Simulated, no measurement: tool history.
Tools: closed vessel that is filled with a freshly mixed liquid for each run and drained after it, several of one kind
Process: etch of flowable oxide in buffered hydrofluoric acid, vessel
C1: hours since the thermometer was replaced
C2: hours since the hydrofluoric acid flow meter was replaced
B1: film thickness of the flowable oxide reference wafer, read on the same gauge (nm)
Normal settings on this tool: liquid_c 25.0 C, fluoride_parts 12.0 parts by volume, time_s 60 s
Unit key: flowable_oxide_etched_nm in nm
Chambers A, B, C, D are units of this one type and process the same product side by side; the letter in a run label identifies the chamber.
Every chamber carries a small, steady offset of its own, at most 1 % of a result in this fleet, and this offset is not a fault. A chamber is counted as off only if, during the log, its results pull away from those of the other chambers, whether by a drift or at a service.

{"run": "1A", "hour": 4.8, "liquid_c": 25.0, "fluoride_parts": 12.0, "time_s": 60, "C1": 1401.5, "C2": 1060.7, "B1": 50.01, "flowable_oxide_etched_nm": 195.44}
{"run": "2C", "hour": 11.9, "liquid_c": 25.0, "fluoride_parts": 12.0, "time_s": 60, "C1": 121.0, "C2": 923.9, "B1": 49.973, "flowable_oxide_etched_nm": 195.0}
{"run": "3B", "hour": 16.3, "liquid_c": 25.0, "fluoride_parts": 12.0, "time_s": 60, "C1": 331.7, "C2": 343.7, "B1": 49.983, "flowable_oxide_etched_nm": 197.0}
{"run": "4D", "hour": 22.3, "liquid_c": 25.0, "fluoride_parts": 12.0, "time_s": 60, "C1": 292.5, "C2": 299.8, "B1": 49.975, "flowable_oxide_etched_nm": 193.06}
{"run": "5A", "hour": 29.1, "liquid_c": 25.0, "fluoride_parts": 12.0, "time_s": 60, "C1": 1425.8, "C2": 1085.0, "B1": 50.01, "flowable_oxide_etched_nm": 197.14}
{"run": "6D", "hour": 35.1, "liquid_c": 25.0, "fluoride_parts": 12.0, "time_s": 60, "C1": 305.3, "C2": 312.6, "B1": 50.008, "flowable_oxide_etched_nm": 198.08}
{"run": "7C", "hour": 39.6, "liquid_c": 25.0, "fluoride_parts": 9.0, "time_s": 85, "C1": 148.7, "C2": 951.6, "B1": 49.984, "flowable_oxide_etched_nm": 352.85}
{"run": "8B", "hour": 45.2, "liquid_c": 25.0, "fluoride_parts": 9.0, "time_s": 85, "C1": 360.6, "C2": 372.6, "B1": 50.035, "flowable_oxide_etched_nm": 362.28}
{"run": "9B", "hour": 51.9, "liquid_c": 25.0, "fluoride_parts": 9.0, "time_s": 85, "C1": 367.3, "C2": 379.3, "B1": 50.004, "flowable_oxide_etched_nm": 365.43}
{"run": "10C", "hour": 56.3, "liquid_c": 25.0, "fluoride_parts": 9.0, "time_s": 85, "C1": 165.4, "C2": 968.3, "B1": 50.038, "flowable_oxide_etched_nm": 352.82}
{"run": "11D", "hour": 61.3, "liquid_c": 25.0, "fluoride_parts": 12.0, "time_s": 60, "C1": 331.5, "C2": 338.8, "B1": 50.003, "flowable_oxide_etched_nm": 195.69}
{"run": "12A", "hour": 65.5, "liquid_c": 25.0, "fluoride_parts": 12.0, "time_s": 60, "C1": 1462.2, "C2": 1121.4, "B1": 49.99, "flowable_oxide_etched_nm": 196.2}
{"run": "13A", "hour": 72.0, "liquid_c": 25.0, "fluoride_parts": 12.0, "time_s": 60, "C1": 1468.7, "C2": 1127.9, "B1": 50.029, "flowable_oxide_etched_nm": 194.81}
{"run": "14D", "hour": 76.2, "liquid_c": 25.0, "fluoride_parts": 12.0, "time_s": 60, "C1": 346.4, "C2": 353.7, "B1": 49.985, "flowable_oxide_etched_nm": 198.45}
{"run": "15C", "hour": 83.7, "liquid_c": 25.0, "fluoride_parts": 8.5, "time_s": 60, "C1": 192.8, "C2": 995.7, "B1": 49.994, "flowable_oxide_etched_nm": 265.93}
{"run": "16B", "hour": 88.0, "liquid_c": 25.0, "fluoride_parts": 8.5, "time_s": 60, "C1": 403.4, "C2": 415.4, "B1": 49.998, "flowable_oxide_etched_nm": 277.67}
{"run": "17B", "hour": 91.6, "liquid_c": 25.0, "fluoride_parts": 8.5, "time_s": 60, "C1": 407.0, "C2": 419.0, "B1": 50.036, "flowable_oxide_etched_nm": 279.21}
{"run": "18D", "hour": 95.7, "liquid_c": 25.0, "fluoride_parts": 8.5, "time_s": 60, "C1": 365.9, "C2": 373.2, "B1": 50.0, "flowable_oxide_etched_nm": 263.95}
{"run": "19C", "hour": 103.3, "liquid_c": 25.0, "fluoride_parts": 12.0, "time_s": 60, "C1": 212.4, "C2": 1015.3, "B1": 50.003, "flowable_oxide_etched_nm": 197.57}
{"run": "20A", "hour": 110.2, "liquid_c": 25.0, "fluoride_parts": 12.0, "time_s": 60, "C1": 1506.9, "C2": 1166.1, "B1": 49.986, "flowable_oxide_etched_nm": 196.63}
{"run": "21B", "hour": 115.6, "liquid_c": 25.0, "fluoride_parts": 12.0, "time_s": 60, "C1": 431.0, "C2": 443.0, "B1": 50.011, "flowable_oxide_etched_nm": 210.23}
{"run": "22D", "hour": 122.3, "liquid_c": 25.0, "fluoride_parts": 12.0, "time_s": 60, "C1": 392.5, "C2": 399.8, "B1": 49.963, "flowable_oxide_etched_nm": 197.26}
{"run": "23A", "hour": 126.1, "liquid_c": 25.0, "fluoride_parts": 12.0, "time_s": 60, "C1": 1522.8, "C2": 1182.0, "B1": 49.991, "flowable_oxide_etched_nm": 195.13}
{"run": "24C", "hour": 133.5, "liquid_c": 26.5, "fluoride_parts": 17.0, "time_s": 60, "C1": 242.6, "C2": 1045.5, "B1": 50.026, "flowable_oxide_etched_nm": 150.31}
{"run": "25A", "hour": 140.0, "liquid_c": 26.5, "fluoride_parts": 17.0, "time_s": 60, "C1": 1536.7, "C2": 1195.9, "B1": 49.982, "flowable_oxide_etched_nm": 150.49}
{"run": "26B", "hour": 144.1, "liquid_c": 26.5, "fluoride_parts": 17.0, "time_s": 60, "C1": 459.5, "C2": 471.5, "B1": 49.995, "flowable_oxide_etched_nm": 164.95}

Is one chamber out of step, is the gauge drifting, or do the chambers differ by no more than their own small offsets? For an off chamber, give its letter and the likeliest cause.

One chamber, B, drifts off from the rest bit by bit.
Cause: hydrofluoric acid flow above the setpoint (%) = 8.39.
Not necessarily distinguishable in this log from: liquid hotter than its thermometer reads (K).

Which of the 4 candidates below, each the usual settings with something changed and its results left as question marks, puts chamber B back in line with what the other chambers give on the usual settings?
A result is in line if it is within this distance of the other chambers' mean on the usual settings: flowable_oxide_etched_nm 4.70 nm
{"run": "27B-1", "hour": 149.5, "liquid_c": 25.0, "fluoride_parts": 11.5, "time_s": 65, "flowable_oxide_etched_nm": "?"}
{"run": "27B-2", "hour": 149.5, "liquid_c": 22.5, "fluoride_parts": 12.0, "time_s": 60, "flowable_oxide_etched_nm": "?"}
{"run": "27B-3", "hour": 149.5, "liquid_c": 26.5, "fluoride_parts": 12.0, "time_s": 60, "flowable_oxide_etched_nm": "?"}
{"run": "27B-4", "hour": 149.5, "liquid_c": 25.0, "fluoride_parts": 12.0, "time_s": 55, "flowable_oxide_etched_nm": "?"}

The other chambers' mean on the usual settings: flowable_oxide_etched_nm 195.82 nm
run=27B-1 flowable_oxide_etched_nm=239.93
run=27B-2 flowable_oxide_etched_nm=185.86
run=27B-3 flowable_oxide_etched_nm=230.26
run=27B-4 flowable_oxide_etched_nm=194.88
27B-4 puts the chamber back in line with the other chambers.
